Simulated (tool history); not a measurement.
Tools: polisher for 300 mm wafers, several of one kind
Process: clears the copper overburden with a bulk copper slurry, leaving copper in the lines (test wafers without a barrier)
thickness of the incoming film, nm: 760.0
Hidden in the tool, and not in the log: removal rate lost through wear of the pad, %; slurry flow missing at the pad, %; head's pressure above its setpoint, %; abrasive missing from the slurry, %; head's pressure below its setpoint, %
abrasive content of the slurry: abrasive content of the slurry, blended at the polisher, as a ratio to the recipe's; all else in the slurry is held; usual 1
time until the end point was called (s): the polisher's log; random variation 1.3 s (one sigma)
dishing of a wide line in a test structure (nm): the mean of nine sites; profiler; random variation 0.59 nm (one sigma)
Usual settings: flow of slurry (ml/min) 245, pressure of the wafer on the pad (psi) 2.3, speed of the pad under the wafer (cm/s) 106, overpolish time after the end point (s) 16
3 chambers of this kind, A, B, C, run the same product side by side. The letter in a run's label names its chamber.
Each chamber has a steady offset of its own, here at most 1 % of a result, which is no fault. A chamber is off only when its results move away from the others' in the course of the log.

| run | hour | flow of slurry (ml/min) | pressure of the wafer on the pad (psi) | speed of the pad under the wafer (cm/s) | abrasive content of the slurry | overpolish time after the end point (s) | wafers polished on this pad | hours since the slurry nozzle was cleaned | hours since the head pressure was calibrated | hours since the slurry blender was calibrated | time until the end point was called (s) | dishing of a wide line in a test structure (nm) |
|---|---|---|---|---|---|---|---|---|---|---|---|---|
| 1B | 6.4 | 245 | 2.3 | 106 | 1 | 16 | 185 | 520.2 | 343.7 | 282.8 | 92.442 | 54.378 |
|  | 10.8 | chamber C: worn pad replaced by a new one |
| 2C | 12.8 | 245 | 2.3 | 106 | 1 | 16 | 15 | 152 | 658.7 | 54.5 | 92.76 | 55.019 |
| 3A | 25.5 | 245 | 2.3 | 106 | 1 | 16 | 315 | 233.4 | 360.1 | 235.3 | 94.527 | 54.676 |
| 4B | 36.5 | 245 | 2.3 | 106 | 1 | 16 | 420 | 550.3 | 373.8 | 312.9 | 90.596 | 55.626 |
| 5A | 45.2 | 245 | 2.3 | 128 | 1 | 16 | 468 | 253.1 | 379.8 | 255 | 76.607 | 60.05 |
|  | 47.9 | chamber A: head pressure recalibrated |
| 6C | 52.5 | 245 | 2.3 | 128 | 1 | 16 | 325 | 191.7 | 698.4 | 94.2 | 76.184 | 59.31 |
|  | 55.4 | chamber B: slurry nozzle cleaned |
| 7B | 62.5 | 245 | 2.3 | 128 | 1 | 16 | 623 | 7.1 | 399.8 | 338.9 | 76.459 | 61.542 |
|  | 72.8 | chamber A: worn pad replaced by a new one |
| 8C | 73.7 | 245 | 2.3 | 106 | 1 | 16 | 491 | 212.9 | 719.6 | 115.4 | 94.33 | 54.787 |
| 9A | 79.3 | 245 | 2.3 | 106 | 1 | 16 | 51 | 287.2 | 31.5 | 289.1 | 93.108 | 54.87 |
|  | 83.2 | chamber C: head pressure recalibrated |
| 10B | 84.9 | 245 | 2.3 | 106 | 1 | 20 | 798 | 29.5 | 422.2 | 361.3 | 93.244 | 61.019 |
|  | 91.7 | chamber C: worn pad replaced by a new one |
| 11C | 95.9 | 245 | 2.3 | 106 | 1 | 20 | 33 | 235.1 | 12.7 | 137.6 | 105.47 | 57.29 |
| 12A | 103.9 | 245 | 2.3 | 106 | 1 | 20 | 243 | 311.8 | 56.1 | 313.7 | 92.832 | 59.969 |
|  | 105.8 | chamber A: slurry blender recalibrated |
| 13B | 111.8 | 245 | 2.3 | 106 | 1 | 16 | 1008 | 56.4 | 449.1 | 388.2 | 95.465 | 54.819 |
|  | 117.1 | chamber C: slurry nozzle cleaned |
| 14A | 124.2 | 245 | 2.3 | 106 | 1 | 16 | 401 | 332.1 | 76.4 | 18.5 | 95.116 | 55.624 |
|  | 125.6 | chamber B: slurry blender recalibrated |
| 15C | 131.8 | 245 | 2.3 | 106 | 1 | 16 | 313 | 14.7 | 48.6 | 173.5 | 103.3 | 51.121 |
| 16A | 139 | 245 | 2.3 | 106 | 1 | 16 | 517 | 346.9 | 91.2 | 33.3 | 92.864 | 55.454 |
| 17B | 144.7 | 245 | 2.3 | 106 | 1 | 16 | 1265 | 89.3 | 482 | 19.1 | 92.516 | 56.295 |
|  | 146.5 | chamber A: worn pad replaced by a new one |
|  | 146.7 | chamber B: worn pad replaced by a new one |
| 18C | 152.2 | 245 | 2.3 | 106 | 1 | 16 | 472 | 35.1 | 69 | 193.9 | 105.03 | 51.587 |
| 19B | 163.2 | 245 | 2.3 | 106 | 1 | 16 | 128 | 107.8 | 500.5 | 37.6 | 92.607 | 55.282 |
| 20A | 171.2 | 245 | 2.3 | 106 | 1 | 16 | 193 | 379.1 | 123.4 | 65.5 | 90.982 | 55.236 |
|  | 175.2 | chamber C: worn pad replaced by a new one |
| 21C | 178.6 | 245 | 2.3 | 106 | 1 | 16 | 26 | 61.5 | 95.4 | 220.3 | 104.58 | 51.144 |
| 22C | 189.3 | 245 | 2.3 | 106 | 1 | 16 | 110 | 72.2 | 106.1 | 231 | 103.24 | 50.87 |
| 23A | 196.4 | 245 | 2.3 | 106 | 1 | 16 | 389 | 404.3 | 148.6 | 90.7 | 94.204 | 55.104 |

Is one chamber off against the others, does the gauge drift, or is nothing wrong? If a chamber is off, say which, and what the likeliest cause is.

A service left chamber C off against the others.
Cause: head's pressure below its setpoint, % = 11.1.

Here are 4 candidates for chamber C's next run, each the usual settings with a change, their results left as question marks. Which one brings its results back in line with what the others give on the usual settings?
In line means no further than this from the other chambers' mean on the usual settings: time until the end point was called (s) 4.4; dishing of a wide line in a test structure (nm) 2
| 24C-1 | 205.4 | 245 | 2.3 | 108 | 1 | 16 |  |  |  |  | ? | ? |
| 24C-2 | 205.4 | 245 | 2.4 | 112 | 1 | 17 |  |  |  |  | ? | ? |
| 24C-3 | 205.4 | 245 | 2.2 | 98 | 1 | 16 |  |  |  |  | ? | ? |
| 24C-4 | 205.4 | 245 | 2.3 | 104 | 1 | 16 |  |  |  |  | ? | ? |

The other chambers' mean on the usual settings: time until the end point was called (s) 93.359; dishing of a wide line in a test structure (nm) 55.351
| run | time until the end point was called (s) | dishing of a wide line in a test structure (nm) |
|---|---|---|
| 24C-1 | 102.3 | 52.057 |
| 24C-2 | 94.63 | 55.737 |
| 24C-3 | 117.63 | 48.271 |
| 24C-4 | 106.18 | 51.145 |
24C-2 brings the chamber back in line.

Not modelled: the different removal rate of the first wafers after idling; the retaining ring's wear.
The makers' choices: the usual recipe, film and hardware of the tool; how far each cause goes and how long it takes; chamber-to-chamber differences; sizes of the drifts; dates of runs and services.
